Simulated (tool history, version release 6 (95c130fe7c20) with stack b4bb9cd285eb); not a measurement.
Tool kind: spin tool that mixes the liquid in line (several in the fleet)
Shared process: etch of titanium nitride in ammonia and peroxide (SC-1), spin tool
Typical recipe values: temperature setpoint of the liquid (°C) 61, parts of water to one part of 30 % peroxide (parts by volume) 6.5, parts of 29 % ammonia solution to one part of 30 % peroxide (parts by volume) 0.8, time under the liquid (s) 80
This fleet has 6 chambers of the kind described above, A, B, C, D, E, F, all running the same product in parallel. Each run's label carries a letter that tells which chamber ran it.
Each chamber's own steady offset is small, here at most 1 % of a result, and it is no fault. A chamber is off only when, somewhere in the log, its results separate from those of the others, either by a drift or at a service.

run,hour,temperature setpoint of the liquid (°C),parts of water to one part of 30 % peroxide (parts by volume),parts of 29 % ammonia solution to one part of 30 % peroxide (parts by volume),time under the liquid (s),"read-back film thickness of the titanium nitride reference wafer, read on the same gauge (nm)",thickness taken off the titanium nitride on a monitor wafer (angstrom)
1B,8.4,61,6.5,0.8,80,149.98,128.5
2D,13.4,61,6.5,0.8,80,149.99,125.75
3A,21.4,61,6.5,0.8,80,149.99,130.05
4C,26.9,61,6.5,0.8,80,149.99,127.59
5E,35.7,61,6.5,0.8,80,150.02,127.14
6F,42.2,51.5,6.5,0.8,45,149.99,38.144
7C,47.5,51.5,6.5,0.8,45,150,37.674
8E,52.2,51.5,6.5,0.8,45,149.99,37.397
9F,60.3,51.5,6.5,0.8,45,150.01,37.444
# hour 68.7: chamber E: new drum of ammonia solution connected
10D,69.5,51.5,6.5,0.8,45,149.99,37.67
11A,76.2,51.5,6.5,0.8,45,150.02,37.363
12B,82.9,61,5,0.8,80,149.96,143.62
13A,89.1,61,5,0.8,80,149.96,143.87
14E,96.1,61,5,0.8,80,150.02,141.48
15D,101.5,61,5,0.8,80,149.96,142.38
16C,106.9,61,5,0.8,80,150.07,143.78
17F,114.4,61,5,0.8,80,149.99,143.04
# hour 115.4: chamber B: thermometer replaced
18B,120.7,61,6.5,0.8,80,150.05,128.03
19F,125.8,61,6.5,0.8,80,150.03,126.74
20A,132.7,61,6.5,0.8,80,149.97,128.41
21D,140.9,61,6.5,0.8,80,150.01,126.36
22E,146.8,61,6.5,0.8,80,150.03,123.65
23C,151.8,61,6.5,0.8,80,150.03,127.1
24B,156.2,61,5.5,0.8,80,150.01,139.67
25A,162.4,61,5.5,0.8,80,150.03,139.01
26E,167.4,61,5.5,0.8,80,149.97,130.04
27F,173.5,61,5.5,0.8,80,150,137.98
28B,181.4,61,5.5,0.8,80,149.99,137.35
# hour 185.6: chamber E: heated supply line repaired
29D,189.3,61,5.5,0.8,80,150.03,135.5
30C,198,61,9,0.8,80,150.04,107.09
31A,204.9,61,9,0.8,80,149.99,109.7
32B,213.1,61,9,0.8,80,150.01,108.4
33E,217.3,61,9,0.8,80,149.96,103.53
34D,225.9,61,9,0.8,80,150.01,109.24
35C,231.5,61,9,0.8,80,150.02,107.18
36F,237.6,61,6.5,0.8,80,150.01,126.41
# hour 237.7: chamber F: ammonia flow meter replaced
37C,244,61,6.5,0.8,80,149.97,127.31
38B,251.6,61,6.5,1.1,115,149.95,192.17
39A,255.8,61,6.5,1.1,115,149.96,191.38
40F,260.4,61,6.5,1.1,115,149.98,185.82
41D,267.8,61,6.5,1.1,115,150.02,190.5
42E,272,61,6.5,1.1,115,149.94,176.5

Which is it: a chamber that has drifted or been left off by a service, a gauge drift common to all chambers, or only each chamber's usual small offset? If a chamber is off, name it and its likeliest cause.

Chamber E drifts away from the others.
Cause: liquid colder than its thermometer reads (K) = 0.966.

Here are 4 candidates for chamber E's next run, each the usual settings with a change, their results left as question marks. Which one brings its results back in line with what the others give on the usual settings?
In line means no further than this from the other chambers' mean on the usual settings: thickness taken off the titanium nitride on a monitor wafer (angstrom) 3.1
43E-1,278.6,61,6.5,0.7,80,,?
43E-2,278.6,62,6.5,0.8,80,,?
43E-3,278.6,61,7.5,0.8,80,,?
43E-4,278.6,61,6.5,0.9,80,,?

The mean the other chambers reach with the usual settings: thickness taken off the titanium nitride on a monitor wafer (angstrom) 127.06
run,thickness taken off the titanium nitride on a monitor wafer (angstrom)
43E-1,116.95
43E-2,127.4
43E-3,111.5
43E-4,121.25
43E-2 puts the chamber back in line with the other chambers.
